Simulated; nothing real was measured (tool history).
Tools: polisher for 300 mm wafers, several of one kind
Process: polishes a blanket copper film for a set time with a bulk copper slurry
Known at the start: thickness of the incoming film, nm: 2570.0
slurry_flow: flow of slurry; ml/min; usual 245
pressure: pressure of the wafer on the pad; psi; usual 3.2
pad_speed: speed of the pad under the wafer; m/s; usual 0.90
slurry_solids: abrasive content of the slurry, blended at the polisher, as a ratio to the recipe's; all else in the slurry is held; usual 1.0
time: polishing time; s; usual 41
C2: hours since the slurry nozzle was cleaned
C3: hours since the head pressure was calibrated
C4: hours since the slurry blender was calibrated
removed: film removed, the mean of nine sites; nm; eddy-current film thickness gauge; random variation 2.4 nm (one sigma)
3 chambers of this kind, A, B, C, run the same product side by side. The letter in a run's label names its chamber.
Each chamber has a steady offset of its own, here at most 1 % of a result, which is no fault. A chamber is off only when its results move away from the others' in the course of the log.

{"run": "1A", "day": 0.179, "slurry_flow": 245, "pressure": 3.2, "pad_speed": 0.9, "slurry_solids": 1.0, "time": 41, "wafers polished on this pad": 1030, "C2": 279.3, "C3": 144.5, "C4": 89.6, "removed": 330.66}
{"run": "2B", "day": 0.35, "slurry_flow": 245, "pressure": 3.2, "pad_speed": 0.9, "slurry_solids": 1.0, "time": 41, "wafers polished on this pad": 464, "C2": 301.6, "C3": 423.5, "C4": 8.9, "removed": 336.27}
{"day": 0.521, "done": "chamber A: worn pad replaced by a new one"}
{"run": "3C", "day": 0.579, "slurry_flow": 245, "pressure": 3.2, "pad_speed": 0.9, "slurry_solids": 1.0, "time": 41, "wafers polished on this pad": 431, "C2": 290.1, "C3": 616.8, "C4": 174.4, "removed": 332.47}
{"day": 0.688, "done": "chamber C: slurry blender recalibrated"}
{"run": "4B", "day": 0.917, "slurry_flow": 245, "pressure": 3.2, "pad_speed": 0.9, "slurry_solids": 1.0, "time": 41, "wafers polished on this pad": 596, "C2": 315.2, "C3": 437.1, "C4": 22.5, "removed": 334.73}
{"run": "5A", "day": 1.117, "slurry_flow": 245, "pressure": 3.2, "pad_speed": 0.76, "slurry_solids": 0.8, "time": 41, "wafers polished on this pad": 138, "C2": 301.8, "C3": 167.0, "C4": 112.1, "removed": 267.79}
{"run": "6C", "day": 1.446, "slurry_flow": 245, "pressure": 3.2, "pad_speed": 0.76, "slurry_solids": 0.8, "time": 41, "wafers polished on this pad": 632, "C2": 310.9, "C3": 637.6, "C4": 18.2, "removed": 269.82}
{"day": 1.479, "done": "chamber C: head pressure recalibrated"}
{"run": "7C", "day": 1.625, "slurry_flow": 245, "pressure": 3.2, "pad_speed": 0.76, "slurry_solids": 0.8, "time": 41, "wafers polished on this pad": 673, "C2": 315.2, "C3": 3.5, "C4": 22.5, "removed": 274.04}
{"run": "8B", "day": 1.796, "slurry_flow": 245, "pressure": 3.2, "pad_speed": 0.9, "slurry_solids": 1.0, "time": 41, "wafers polished on this pad": 800, "C2": 336.3, "C3": 458.2, "C4": 43.6, "removed": 336.43}
{"run": "9A", "day": 2.058, "slurry_flow": 245, "pressure": 3.2, "pad_speed": 0.9, "slurry_solids": 1.0, "time": 41, "wafers polished on this pad": 357, "C2": 324.4, "C3": 189.6, "C4": 134.7, "removed": 328.85}
{"run": "10A", "day": 2.317, "slurry_flow": 245, "pressure": 3.2, "pad_speed": 0.9, "slurry_solids": 1.0, "time": 41, "wafers polished on this pad": 417, "C2": 330.6, "C3": 195.8, "C4": 140.9, "removed": 329.12}
{"day": 2.483, "done": "chamber C: worn pad replaced by a new one"}
{"run": "11C", "day": 2.5, "slurry_flow": 245, "pressure": 3.2, "pad_speed": 0.9, "slurry_solids": 1.0, "time": 41, "wafers polished on this pad": 4, "C2": 336.2, "C3": 24.5, "C4": 43.5, "removed": 336.92}
{"run": "12B", "day": 2.838, "slurry_flow": 295, "pressure": 3.2, "pad_speed": 0.9, "slurry_solids": 1.0, "time": 41, "wafers polished on this pad": 1042, "C2": 361.3, "C3": 483.2, "C4": 68.6, "removed": 342.87}
{"day": 2.904, "done": "chamber B: worn pad replaced by a new one"}
{"run": "13A", "day": 3.175, "slurry_flow": 295, "pressure": 3.2, "pad_speed": 0.9, "slurry_solids": 1.0, "time": 41, "wafers polished on this pad": 616, "C2": 351.2, "C3": 216.4, "C4": 161.5, "removed": 335.97}
{"run": "14B", "day": 3.433, "slurry_flow": 295, "pressure": 3.2, "pad_speed": 0.9, "slurry_solids": 1.0, "time": 41, "wafers polished on this pad": 123, "C2": 375.6, "C3": 497.5, "C4": 82.9, "removed": 343.66}
{"run": "15C", "day": 3.592, "slurry_flow": 245, "pressure": 3.2, "pad_speed": 0.9, "slurry_solids": 1.0, "time": 41, "wafers polished on this pad": 257, "C2": 362.4, "C3": 50.7, "C4": 69.7, "removed": 334.99}
{"run": "16A", "day": 3.762, "slurry_flow": 245, "pressure": 3.2, "pad_speed": 0.7, "slurry_solids": 1.0, "time": 41, "wafers polished on this pad": 753, "C2": 365.3, "C3": 230.5, "C4": 175.6, "removed": 256.88}
{"run": "17C", "day": 3.921, "slurry_flow": 245, "pressure": 3.2, "pad_speed": 0.7, "slurry_solids": 1.0, "time": 41, "wafers polished on this pad": 333, "C2": 370.3, "C3": 58.6, "C4": 77.6, "removed": 260.22}
{"run": "18B", "day": 4.129, "slurry_flow": 245, "pressure": 3.2, "pad_speed": 0.7, "slurry_solids": 1.0, "time": 41, "wafers polished on this pad": 284, "C2": 392.3, "C3": 514.2, "C4": 99.6, "removed": 267.47}
{"run": "19C", "day": 4.412, "slurry_flow": 210, "pressure": 3.2, "pad_speed": 0.9, "slurry_solids": 1.0, "time": 41, "wafers polished on this pad": 448, "C2": 382.1, "C3": 70.4, "C4": 89.4, "removed": 330.83}
{"run": "20A", "day": 4.638, "slurry_flow": 210, "pressure": 3.2, "pad_speed": 0.9, "slurry_solids": 1.0, "time": 41, "wafers polished on this pad": 956, "C2": 386.3, "C3": 251.5, "C4": 196.6, "removed": 316.1}
{"day": 4.833, "done": "chamber A: slurry nozzle cleaned"}
{"run": "21B", "day": 4.962, "slurry_flow": 210, "pressure": 3.2, "pad_speed": 0.9, "slurry_solids": 1.0, "time": 41, "wafers polished on this pad": 478, "C2": 412.3, "C3": 534.2, "C4": 119.6, "removed": 328.72}
{"run": "22A", "day": 5.158, "slurry_flow": 245, "pressure": 2.3, "pad_speed": 0.68, "slurry_solids": 1.0, "time": 41, "wafers polished on this pad": 1077, "C2": 7.9, "C3": 264.0, "C4": 209.1, "removed": 171.4}
{"day": 5.183, "done": "chamber A: worn pad replaced by a new one"}
{"run": "23C", "day": 5.35, "slurry_flow": 245, "pressure": 2.3, "pad_speed": 0.68, "slurry_solids": 1.0, "time": 41, "wafers polished on this pad": 665, "C2": 404.6, "C3": 92.9, "C4": 111.9, "removed": 183.09}
{"run": "24B", "day": 5.7, "slurry_flow": 245, "pressure": 2.3, "pad_speed": 0.68, "slurry_solids": 1.0, "time": 41, "wafers polished on this pad": 649, "C2": 430.0, "C3": 551.9, "C4": 137.3, "removed": 182.18}
{"run": "25B", "day": 5.867, "slurry_flow": 245, "pressure": 3.2, "pad_speed": 0.9, "slurry_solids": 1.0, "time": 41, "wafers polished on this pad": 688, "C2": 434.0, "C3": 555.9, "C4": 141.3, "removed": 333.33}
{"day": 6.017, "done": "chamber C: worn pad replaced by a new one"}
{"run": "26A", "day": 6.054, "slurry_flow": 245, "pressure": 3.2, "pad_speed": 0.9, "slurry_solids": 1.0, "time": 41, "wafers polished on this pad": 202, "C2": 29.4, "C3": 285.5, "C4": 230.6, "removed": 317.09}
{"run": "27C", "day": 6.275, "slurry_flow": 245, "pressure": 3.2, "pad_speed": 0.9, "slurry_solids": 1.0, "time": 41, "wafers polished on this pad": 60, "C2": 426.8, "C3": 115.1, "C4": 134.1, "removed": 338.88}
{"run": "28B", "day": 6.525, "slurry_flow": 245, "pressure": 3.2, "pad_speed": 0.9, "slurry_solids": 1.0, "time": 41, "wafers polished on this pad": 841, "C2": 449.8, "C3": 571.7, "C4": 157.1, "removed": 336.48}
{"run": "29C", "day": 6.854, "slurry_flow": 245, "pressure": 3.2, "pad_speed": 0.9, "slurry_solids": 1.0, "time": 41, "wafers polished on this pad": 194, "C2": 440.7, "C3": 129.0, "C4": 148.0, "removed": 335.12}
{"run": "30A", "day": 7.167, "slurry_flow": 245, "pressure": 3.2, "pad_speed": 0.9, "slurry_solids": 1.0, "time": 41, "wafers polished on this pad": 460, "C2": 56.1, "C3": 312.2, "C4": 257.3, "removed": 315.53}
{"day": 7.225, "done": "chamber C: slurry nozzle cleaned"}
{"run": "31B", "day": 7.396, "slurry_flow": 245, "pressure": 3.2, "pad_speed": 0.9, "slurry_solids": 1.0, "time": 41, "wafers polished on this pad": 1043, "C2": 470.7, "C3": 592.6, "C4": 178.0, "removed": 336.35}
{"day": 7.658, "done": "chamber C: slurry blender recalibrated"}
{"run": "32C", "day": 7.662, "slurry_flow": 245, "pressure": 3.2, "pad_speed": 0.9, "slurry_solids": 1.0, "time": 41, "wafers polished on this pad": 382, "C2": 10.5, "C3": 148.4, "C4": 0.1, "removed": 335.89}
{"run": "33A", "day": 7.962, "slurry_flow": 245, "pressure": 3.2, "pad_speed": 0.62, "slurry_solids": 1.0, "time": 41, "wafers polished on this pad": 645, "C2": 75.2, "C3": 331.3, "C4": 276.4, "removed": 215.41}

All 3 chambers run these settings next. Forecast each chamber's results:
{"run": "34A", "day": 8.212, "slurry_flow": 245, "pressure": 2.2, "pad_speed": 0.9, "slurry_solids": 1.0, "time": 41, "removed": "?"}
{"run": "34B", "day": 8.212, "slurry_flow": 245, "pressure": 2.2, "pad_speed": 0.9, "slurry_solids": 1.0, "time": 41, "removed": "?"}
{"run": "34C", "day": 8.212, "slurry_flow": 245, "pressure": 2.2, "pad_speed": 0.9, "slurry_solids": 1.0, "time": 41, "removed": "?"}

run=34A removed=211.21
run=34B removed=232.53
run=34C removed=232.94

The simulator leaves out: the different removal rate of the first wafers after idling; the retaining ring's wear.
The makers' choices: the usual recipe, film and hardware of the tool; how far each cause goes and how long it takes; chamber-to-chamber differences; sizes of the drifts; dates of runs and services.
